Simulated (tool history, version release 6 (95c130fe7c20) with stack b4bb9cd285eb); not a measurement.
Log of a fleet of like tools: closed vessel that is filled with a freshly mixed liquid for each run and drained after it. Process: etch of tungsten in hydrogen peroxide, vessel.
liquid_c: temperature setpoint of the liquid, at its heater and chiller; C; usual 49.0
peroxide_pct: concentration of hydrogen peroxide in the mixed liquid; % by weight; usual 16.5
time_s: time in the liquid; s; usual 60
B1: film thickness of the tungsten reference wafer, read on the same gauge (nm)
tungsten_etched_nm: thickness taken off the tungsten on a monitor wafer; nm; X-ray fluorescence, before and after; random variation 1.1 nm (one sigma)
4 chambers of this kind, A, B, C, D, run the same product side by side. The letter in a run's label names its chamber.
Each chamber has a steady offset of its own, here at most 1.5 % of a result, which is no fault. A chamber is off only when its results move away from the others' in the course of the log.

Run 1B, hour 10.8: usual settings; B1 130.03. Result: tungsten_etched_nm 142.310 nm.
Run 2C, hour 21.3: usual settings; B1 129.99. Result: tungsten_etched_nm 145.370 nm.
Run 3A, hour 31.0: usual settings; B1 130.00. Result: tungsten_etched_nm 142.800 nm.
Run 4D, hour 38.1: usual settings; B1 130.00. Result: tungsten_etched_nm 140.700 nm.
Run 5A, hour 51.8: usual settings; B1 130.01. Result: tungsten_etched_nm 139.270 nm.
Run 6B, hour 59.2: usual settings; B1 130.00. Result: tungsten_etched_nm 142.890 nm.
Run 7D, hour 70.7: usual settings; B1 130.00. Result: tungsten_etched_nm 141.990 nm.
Run 8C, hour 80.5: usual settings; B1 130.02. Result: tungsten_etched_nm 142.410 nm.
Run 9D, hour 89.3: usual settings; B1 129.99. Result: tungsten_etched_nm 139.720 nm.
At hour 96.9: chamber C: new drum of peroxide connected.
Run 10B, hour 97.7: usual settings; B1 129.98. Result: tungsten_etched_nm 142.260 nm.
At hour 108.0: chamber D: peroxide flow meter replaced.
Run 11C, hour 109.9: usual settings; B1 130.02. Result: tungsten_etched_nm 141.180 nm.
Run 12A, hour 120.5: usual settings but time_s 30 s; B1 130.01. Result: tungsten_etched_nm 72.015 nm.
Run 13A, hour 133.9: usual settings but time_s 30 s; B1 130.01. Result: tungsten_etched_nm 71.547 nm.
Run 14D, hour 147.1: usual settings but time_s 30 s; B1 129.99. Result: tungsten_etched_nm 69.438 nm.
Run 15B, hour 158.0: usual settings but time_s 30 s; B1 129.98. Result: tungsten_etched_nm 71.684 nm.
At hour 162.7: chamber B: new drum of peroxide connected.
Run 16C, hour 168.8: usual settings but liquid_c 45.5 C, time_s 30 s; B1 129.99. Result: tungsten_etched_nm 54.915 nm.
Run 17C, hour 178.8: usual settings but liquid_c 45.5 C, time_s 30 s; B1 129.98. Result: tungsten_etched_nm 55.659 nm.
Run 18A, hour 188.1: usual settings but liquid_c 45.5 C, time_s 30 s; B1 130.00. Result: tungsten_etched_nm 56.486 nm.
Run 19B, hour 196.4: usual settings but liquid_c 45.5 C, time_s 30 s; B1 129.98. Result: tungsten_etched_nm 57.046 nm.
Run 20D, hour 204.6: usual settings but peroxide_pct 20.0 % by weight, time_s 30 s; B1 129.99. Result: tungsten_etched_nm 77.534 nm.
Run 21A, hour 215.6: usual settings but peroxide_pct 20.0 % by weight, time_s 30 s; B1 130.00. Result: tungsten_etched_nm 78.740 nm.
Run 22D, hour 226.2: usual settings but peroxide_pct 20.0 % by weight, time_s 30 s; B1 129.99. Result: tungsten_etched_nm 77.598 nm.
Run 23B, hour 236.1: usual settings but peroxide_pct 20.0 % by weight, time_s 30 s; B1 129.99. Result: tungsten_etched_nm 78.152 nm.
Run 24C, hour 246.2: usual settings; B1 129.99. Result: tungsten_etched_nm 135.070 nm.
At hour 248.1: chamber D: thermometer replaced.
Run 25D, hour 255.8: usual settings; B1 130.00. Result: tungsten_etched_nm 141.360 nm.
At hour 264.7: chamber A: new drum of peroxide connected.
Run 26A, hour 268.1: usual settings; B1 130.01. Result: tungsten_etched_nm 141.590 nm.
Run 27B, hour 277.6: usual settings; B1 129.99. Result: tungsten_etched_nm 143.620 nm.
Run 28C, hour 286.5: usual settings; B1 129.98. Result: tungsten_etched_nm 134.160 nm.
Run 29D, hour 294.7: usual settings; B1 130.00. Result: tungsten_etched_nm 140.890 nm.

What goes on in this fleet: one chamber off, a drifting gauge, or nothing beyond the chambers' own small offsets? Name the chamber and the cause, if any.

Chamber C drifts away from the others.
Cause: liquid colder than its thermometer reads (K) = 1.42.

Here are 4 candidates for chamber C's next run, each the usual settings with a change, their results left as question marks. Which one brings its results back in line with what the others give on the usual settings?
In line means no further than this from the other chambers' mean on the usual settings: tungsten_etched_nm 3.900 nm
Run 30C-1, hour 304.5: usual settings but liquid_c 48.5 C. Result: tungsten_etched_nm ?.
Run 30C-2, hour 304.5: usual settings but liquid_c 48.0 C. Result: tungsten_etched_nm ?.
Run 30C-3, hour 304.5: usual settings but liquid_c 49.5 C. Result: tungsten_etched_nm ?.
Run 30C-4, hour 304.5: usual settings but time_s 65 s. Result: tungsten_etched_nm ?.

The other chambers' mean on the usual settings: tungsten_etched_nm 141.900 nm
  run  tungsten_etched_nm
30C-1             127.820
30C-2             123.900
30C-3             136.000
30C-4             142.840
30C-4 brings the chamber back in line.

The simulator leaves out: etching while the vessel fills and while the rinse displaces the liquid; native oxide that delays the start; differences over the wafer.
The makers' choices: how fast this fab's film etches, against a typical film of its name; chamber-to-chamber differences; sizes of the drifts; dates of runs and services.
